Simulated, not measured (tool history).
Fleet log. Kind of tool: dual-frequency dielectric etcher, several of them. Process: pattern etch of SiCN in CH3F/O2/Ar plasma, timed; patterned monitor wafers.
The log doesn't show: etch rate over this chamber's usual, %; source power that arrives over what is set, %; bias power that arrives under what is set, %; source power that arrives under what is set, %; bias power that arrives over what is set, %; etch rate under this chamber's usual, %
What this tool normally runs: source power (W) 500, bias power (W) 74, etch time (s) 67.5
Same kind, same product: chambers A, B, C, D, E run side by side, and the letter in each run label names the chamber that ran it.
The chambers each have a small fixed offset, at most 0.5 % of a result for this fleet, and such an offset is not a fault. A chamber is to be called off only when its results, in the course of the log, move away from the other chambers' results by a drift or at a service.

| run | hour | source power (W) | bias power (W) | etch time (s) | hours since the last wet clean | hours since the last source power generator calibration | hours since the last bias power generator calibration | read-back reference wafer on the same gauge, depth_nm | mean etch depth across the wafer (angstrom) |
|---|---|---|---|---|---|---|---|---|---|
| 1D | 4.1 | 500 | 74 | 67.5 | 347.9 | 1748.9 | 708.1 | 22.304 | 279.96 |
| 2C | 7.6 | 500 | 74 | 67.5 | 336.9 | 1159.7 | 2024.3 | 22.297 | 278.95 |
| 3B | 11.0 | 500 | 74 | 67.5 | 522.9 | 1943.1 | 1456.0 | 22.288 | 277.56 |
| 4E | 13.5 | 500 | 74 | 67.5 | 223.9 | 2434.2 | 918.3 | 22.287 | 278.36 |
|  | 16.1 | chamber B: wet clean of the chamber |
| 5A | 16.7 | 500 | 74 | 67.5 | 237.1 | 1593.1 | 3750.6 | 22.274 | 280.03 |
| 6E | 20.4 | 500 | 74 | 67.5 | 230.8 | 2441.1 | 925.2 | 22.265 | 278.22 |
| 7C | 24.1 | 500 | 74 | 67.5 | 353.4 | 1176.2 | 2040.8 | 22.274 | 278.65 |
| 8A | 27.9 | 500 | 74 | 67.5 | 248.3 | 1604.3 | 3761.8 | 22.266 | 279.64 |
| 9D | 31.1 | 570 | 74 | 55.5 | 374.9 | 1775.9 | 735.1 | 22.266 | 240.85 |
| 10B | 33.2 | 570 | 74 | 55.5 | 17.2 | 1965.3 | 1478.2 | 22.264 | 239.31 |
| 11C | 35.4 | 570 | 74 | 55.5 | 364.7 | 1187.5 | 2052.1 | 22.266 | 240.41 |
| 12A | 38.7 | 570 | 74 | 55.5 | 259.1 | 1615.1 | 3772.6 | 22.257 | 240.48 |
| 13E | 43.1 | 570 | 74 | 55.5 | 253.5 | 2463.8 | 947.9 | 22.258 | 240.12 |
| 14D | 47.1 | 570 | 74 | 77.5 | 390.9 | 1791.9 | 751.1 | 22.249 | 336.35 |
| 15B | 50.6 | 570 | 74 | 77.5 | 34.6 | 1982.7 | 1495.6 | 22.237 | 333.74 |
| 16B | 54.6 | 570 | 74 | 77.5 | 38.6 | 1986.7 | 1499.6 | 22.237 | 333.39 |
| 17A | 56.5 | 570 | 74 | 77.5 | 276.9 | 1632.9 | 3790.4 | 22.232 | 336.60 |
| 18C | 60.9 | 570 | 74 | 77.5 | 390.2 | 1213.0 | 2077.6 | 22.241 | 335.97 |
| 19D | 64.9 | 500 | 74 | 67.5 | 408.7 | 1809.7 | 768.9 | 22.233 | 277.97 |
| 20E | 68.8 | 500 | 74 | 67.5 | 279.2 | 2489.5 | 973.6 | 22.224 | 277.71 |
| 21C | 71.4 | 500 | 74 | 67.5 | 400.7 | 1223.5 | 2088.1 | 22.223 | 278.51 |
| 22D | 73.5 | 500 | 74 | 67.5 | 417.3 | 1818.3 | 777.5 | 22.219 | 277.60 |
| 23E | 77.5 | 500 | 74 | 67.5 | 287.9 | 2498.2 | 982.3 | 22.212 | 277.64 |
| 24B | 81.1 | 500 | 74 | 67.5 | 65.1 | 2013.2 | 1526.1 | 22.222 | 276.30 |
| 25A | 84.2 | 500 | 74 | 67.5 | 304.6 | 1660.6 | 3818.1 | 22.207 | 278.19 |
| 26A | 88.1 | 500 | 74 | 67.5 | 308.5 | 1664.5 | 3822.0 | 22.199 | 278.70 |
| 27E | 91.8 | 450 | 86 | 67.5 | 302.2 | 2512.5 | 996.6 | 22.202 | 281.78 |
| 28D | 95.1 | 450 | 86 | 67.5 | 438.9 | 1839.9 | 799.1 | 22.202 | 281.68 |
| 29C | 97.6 | 450 | 86 | 67.5 | 426.9 | 1249.7 | 2114.3 | 22.199 | 280.71 |
| 30B | 100.4 | 450 | 86 | 67.5 | 84.4 | 2032.5 | 1545.4 | 22.195 | 279.93 |
| 31E | 104.9 | 450 | 86 | 67.5 | 315.3 | 2525.6 | 1009.7 | 22.185 | 281.68 |
| 32B | 109.1 | 500 | 74 | 49.0 | 93.1 | 2041.2 | 1554.1 | 22.178 | 199.92 |
| 33C | 111.8 | 500 | 74 | 49.0 | 441.1 | 1263.9 | 2128.5 | 22.174 | 200.95 |
| 34A | 116.1 | 500 | 74 | 49.0 | 336.5 | 1692.5 | 3850.0 | 22.183 | 201.93 |
| 35D | 118.3 | 500 | 74 | 49.0 | 462.1 | 1863.1 | 822.3 | 22.179 | 201.87 |
| 36D | 121.0 | 500 | 74 | 49.0 | 464.8 | 1865.8 | 825.0 | 22.175 | 201.60 |

Next, every chamber runs the same settings. What will each give?
| 37A | 124.2 | 500 | 74 | 67.5 |  |  |  |  | ? |
| 37B | 124.2 | 500 | 74 | 67.5 |  |  |  |  | ? |
| 37C | 124.2 | 500 | 74 | 67.5 |  |  |  |  | ? |
| 37D | 124.2 | 500 | 74 | 67.5 |  |  |  |  | ? |
| 37E | 124.2 | 500 | 74 | 67.5 |  |  |  |  | ? |

| run | mean etch depth across the wafer (angstrom) |
|---|---|
| 37A | 278.46 |
| 37B | 275.22 |
| 37C | 277.55 |
| 37D | 277.74 |
| 37E | 276.86 |
